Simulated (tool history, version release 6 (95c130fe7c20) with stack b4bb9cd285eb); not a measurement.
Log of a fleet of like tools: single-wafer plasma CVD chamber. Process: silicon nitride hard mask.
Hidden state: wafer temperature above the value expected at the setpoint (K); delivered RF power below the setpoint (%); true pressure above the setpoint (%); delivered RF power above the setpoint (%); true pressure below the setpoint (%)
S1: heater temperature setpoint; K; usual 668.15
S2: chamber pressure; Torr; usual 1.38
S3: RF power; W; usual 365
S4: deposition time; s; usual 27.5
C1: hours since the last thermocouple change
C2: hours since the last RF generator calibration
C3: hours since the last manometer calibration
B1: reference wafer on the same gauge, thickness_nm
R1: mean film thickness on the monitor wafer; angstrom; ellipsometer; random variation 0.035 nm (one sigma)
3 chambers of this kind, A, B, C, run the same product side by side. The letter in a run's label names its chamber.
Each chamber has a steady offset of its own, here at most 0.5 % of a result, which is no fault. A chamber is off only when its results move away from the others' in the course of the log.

run	hour	S1	S2	S3	S4	C1	C2	C3	B1	R1
1B	4.4	668.15	1.38	365	27.5	42	298.9	696.1	40.404	344.58
2C	7.9	668.15	1.38	365	27.5	48.3	551.8	118.5	40.418	345.54
3A	13.3	668.15	1.38	365	27.5	334.5	430.3	1354.9	40.409	347.1
4C	20	668.15	1.38	365	27.5	60.4	563.9	130.6	40.418	345.21
5A	27	668.15	1.38	365	27.5	348.2	444	1368.6	40.423	346.2
6B	33.2	668.15	1.38	365	27.5	70.8	327.7	724.9	40.419	345.38
7C	38.8	679.15	1.38	365	24.3	79.2	582.7	149.4	40.441	304.17
8B	46.5	679.15	1.38	365	24.3	84.1	341	738.2	40.445	303.69
9A	51.6	679.15	1.38	365	24.3	372.8	468.6	1393.2	40.447	305.67
10C	59	668.15	1.38	365	27.5	99.4	602.9	169.6	40.447	345.24
11B	63.7	668.15	1.38	365	27.5	101.3	358.2	755.4	40.461	344.94
12A	70.2	668.15	1.38	365	27.5	391.4	487.2	1411.8	40.468	346.85
13B	74.9	668.15	1.38	365	27.5	112.5	369.4	766.6	40.47	345.27
14A	81.6	668.15	1.38	365	27.5	402.8	498.6	1423.2	40.471	347.17
15C	86.7	668.15	1.38	365	27.5	127.1	630.6	197.3	40.478	346.01
16B	93.8	668.15	1.38	365	27.5	131.4	388.3	785.5	40.487	345.42
17A	99.1	668.15	1.38	365	27.5	420.3	516.1	1440.7	40.498	346.85
18C	104.3	668.15	1.38	365	27.5	144.7	648.2	214.9	40.505	345.7
19C	110	668.15	1.38	365	27.5	150.4	653.9	220.6	40.499	346.27
20B	117.5	668.15	1.38	365	27.5	155.1	412	809.2	40.509	345.91
21A	123	668.15	1.38	365	27.5	444.2	540	1464.6	40.512	347.03
22C	130.8	668.15	1.38	365	27.5	171.2	674.7	241.4	40.514	346.35
23A	134.9	668.15	1.38	365	27.5	456.1	551.9	1476.5	40.531	347.01
24B	139.9	668.15	1.38	365	27.5	177.5	434.4	831.6	40.539	346.35
25B	147.6	668.15	1.38	365	27.5	185.2	442.1	839.3	40.533	345.86
26C	155.7	668.15	1.6	365	27.5	196.1	699.6	266.3	40.543	361.83
27A	159.8	668.15	1.6	365	27.5	481	576.8	1501.4	40.556	361.78
28B	166.9	668.15	1.6	365	27.5	204.5	461.4	858.6	40.549	362.42
29A	173.1	668.15	1.38	365	27.5	494.3	590.1	1514.7	40.555	347.55
30C	177.6	668.15	1.38	365	27.5	218	721.5	288.2	40.55	347.29
31A	182.9	668.15	1.38	365	27.5	504.1	599.9	1524.5	40.58	347.58

What goes on in this fleet: one chamber off, a drifting gauge, or nothing beyond the chambers' own small offsets? Name the chamber and the cause, if any.

The gauge drifts, so all chambers seem to drift together. No chamber is off.
Cause: gauge reads high (%) = 0.424.

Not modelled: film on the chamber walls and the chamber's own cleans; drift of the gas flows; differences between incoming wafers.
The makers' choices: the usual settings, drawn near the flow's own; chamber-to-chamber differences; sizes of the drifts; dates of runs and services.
